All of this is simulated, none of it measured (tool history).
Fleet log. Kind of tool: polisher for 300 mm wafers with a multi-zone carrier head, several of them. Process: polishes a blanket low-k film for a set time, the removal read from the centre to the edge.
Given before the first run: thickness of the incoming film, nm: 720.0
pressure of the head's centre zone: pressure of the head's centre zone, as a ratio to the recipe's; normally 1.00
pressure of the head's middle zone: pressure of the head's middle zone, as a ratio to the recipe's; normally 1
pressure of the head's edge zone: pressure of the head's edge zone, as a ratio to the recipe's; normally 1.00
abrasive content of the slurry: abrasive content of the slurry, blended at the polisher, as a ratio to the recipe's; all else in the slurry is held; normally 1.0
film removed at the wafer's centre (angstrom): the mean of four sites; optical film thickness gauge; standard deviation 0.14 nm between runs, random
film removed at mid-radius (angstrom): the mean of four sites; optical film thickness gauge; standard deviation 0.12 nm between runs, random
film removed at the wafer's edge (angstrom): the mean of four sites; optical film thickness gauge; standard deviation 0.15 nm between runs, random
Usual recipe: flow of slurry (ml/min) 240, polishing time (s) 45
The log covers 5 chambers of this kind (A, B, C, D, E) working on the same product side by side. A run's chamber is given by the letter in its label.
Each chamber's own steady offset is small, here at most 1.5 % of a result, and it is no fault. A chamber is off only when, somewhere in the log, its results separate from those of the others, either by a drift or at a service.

run,day,flow of slurry (ml/min),pressure of the head's centre zone,pressure of the head's middle zone,pressure of the head's edge zone,abrasive content of the slurry,polishing time (s),wafers polished on this pad,hours since the slurry nozzle was cleaned,hours since the centre zone pressure was calibrated,hours since the edge zone pressure was calibrated,film removed at the wafer's centre (angstrom),film removed at mid-radius (angstrom),film removed at the wafer's edge (angstrom)
# day 0.029: chamber E: edge zone pressure recalibrated
# day 0.208: chamber E: worn pad replaced by a new one
1C,0.250,240,1.00,1,1.00,1.0,45,110,746.5,230.4,157.9,109.76,112.22,106.48
2A,0.471,240,1.00,1,1.00,1.0,45,173,546.8,578.0,244.1,108.52,109.13,106.67
3B,0.792,240,1.00,1,1.00,1.0,45,876,35.1,898.3,354.5,108.51,112.25,109.56
4D,1.250,240,1.00,1,1.00,1.0,45,373,350.6,1002.2,837.2,104.58,107.06,106.73
5E,1.525,240,1.00,1,1.00,1.0,45,210,246.5,153.6,35.9,109.40,111.58,109.16
# day 1.962: chamber B: worn pad replaced by a new one
6D,2.012,240,1.00,1,1.00,1.0,45,495,368.9,1020.5,855.5,108.03,106.92,108.62
# day 2.279: chamber D: edge zone pressure recalibrated
7C,2.475,240,1.00,1,1.00,1.0,45,466,799.9,283.8,211.3,110.35,107.72,107.39
8B,2.954,240,1.05,1,1.00,1.0,45,158,87.0,950.2,406.4,117.24,109.22,110.22
9A,3.308,240,1.05,1,1.00,1.0,45,626,614.9,646.1,312.2,115.63,109.91,109.19
# day 3.425: chamber A: worn pad replaced by a new one
# day 3.496: chamber E: worn pad replaced by a new one
10E,3.550,240,1.05,1,1.00,1.0,45,9,295.1,202.2,84.5,112.32,107.61,108.39
# day 3.779: chamber D: centre zone pressure recalibrated
11B,3.938,240,1.05,1,1.00,1.0,45,316,110.6,973.8,430.0,115.89,110.02,110.66
12A,4.292,240,1.05,1,1.00,1.0,45,138,638.5,669.7,335.8,114.45,110.99,109.44
13E,4.600,240,1.00,1,1.00,1.0,45,177,320.3,227.4,109.7,110.30,108.19,108.85
# day 4.746: chamber C: slurry nozzle cleaned
# day 4.825: chamber A: slurry nozzle cleaned
14D,4.979,240,1.00,1,1.00,1.0,45,970,440.1,28.9,64.8,115.28,108.23,107.62
# day 5.271: chamber C: worn pad replaced by a new one
15C,5.308,240,1.00,1,1.11,0.9,45,6,13.5,351.8,279.3,107.97,104.70,106.52
16B,5.604,240,1.00,1,1.11,0.9,45,582,150.6,1013.8,470.0,103.88,104.58,110.66
17E,5.829,240,1.00,1,1.11,0.9,45,373,349.8,256.9,139.2,105.31,104.42,111.04
18C,6.225,240,1.00,1,1.11,0.9,45,152,35.5,373.8,301.3,106.87,104.17,110.17
# day 6.600: chamber E: worn pad replaced by a new one
19D,6.638,240,1.00,1,1.11,0.9,45,1235,479.9,68.7,104.6,109.12,102.63,110.64
20A,7.088,240,1.00,1,1.00,1.0,45,585,54.3,736.8,402.9,106.85,111.40,105.43
# day 7.117: chamber D: worn pad replaced by a new one
21C,7.312,240,1.00,1,1.00,1.0,45,326,61.6,399.9,327.4,110.36,111.27,108.86
22B,7.767,240,1.00,1,0.90,1.0,45,928,202.5,1065.7,521.9,113.56,108.60,104.05
# day 7.867: chamber A: worn pad replaced by a new one
23E,8.238,240,1.00,1,0.90,1.0,45,261,407.6,314.7,197.0,109.86,109.78,103.15
# day 8.575: chamber B: worn pad replaced by a new one
24D,8.600,240,1.00,1,0.90,1.0,45,237,527.0,115.8,151.7,117.40,107.23,104.24
# day 9.021: chamber B: edge zone pressure recalibrated
# day 9.042: chamber E: slurry nozzle cleaned
25A,9.058,240,1.00,1,0.90,1.0,45,190,101.6,784.1,450.2,108.43,111.76,101.53
26E,9.354,240,1.00,1,0.90,1.0,45,440,7.6,341.5,223.8,109.21,108.18,100.99
27B,9.575,240,1.00,1,1.00,1.0,45,160,245.9,1109.1,13.3,108.82,110.30,110.13
28D,9.842,240,1.00,1,1.00,1.0,45,436,556.8,145.6,181.5,114.21,106.98,105.61
# day 10.038: chamber A: edge zone pressure recalibrated
29A,10.233,240,1.00,1,1.00,1.0,45,378,129.8,812.3,4.8,108.67,109.83,105.74
30C,10.583,240,1.00,1,1.00,1.0,45,849,140.1,478.4,405.9,108.27,106.77,108.68

Decide between three cases: one chamber stands off from its peers, the gauge reading all wafers drifts, or nothing is wrong past each chamber's small offset. Where a chamber is off, say which and what most likely put it there.

Chamber D came out of a service off from its peers and stayed that way.
Likeliest cause: centre zone's pressure above its setpoint, % = 7.31.

Which of the 4 candidates below, each the usual settings with something changed and its results left as question marks, puts chamber D back in line with what the other chambers give on the usual settings?
Allowed miss from the other chambers' usual-settings mean, per result, to count as in line: film removed at the wafer's centre (angstrom) 5.000; film removed at mid-radius (angstrom) 4.10; film removed at the wafer's edge (angstrom) 5.10
31D-1,10.946,235,0.95,1.02,1.01,1.0,45,,,,,?,?,?
31D-2,10.946,245,1.05,0.98,0.99,1.0,45,,,,,?,?,?
31D-3,10.946,245,1.12,0.96,0.97,1.0,46,,,,,?,?,?
31D-4,10.946,235,0.89,1.04,1.03,1.0,44,,,,,?,?,?

Usual-settings mean across the other chambers: film removed at the wafer's centre (angstrom) 109.150; film removed at mid-radius (angstrom) 109.02; film removed at the wafer's edge (angstrom) 108.45
run,film removed at the wafer's centre (angstrom),film removed at mid-radius (angstrom),film removed at the wafer's edge (angstrom)
31D-1,109.050,110.07,108.87
31D-2,122.440,106.63,108.21
31D-3,134.310,106.94,109.50
31D-4,99.165,109.58,107.51
31D-1 puts the chamber back in line with the other chambers.
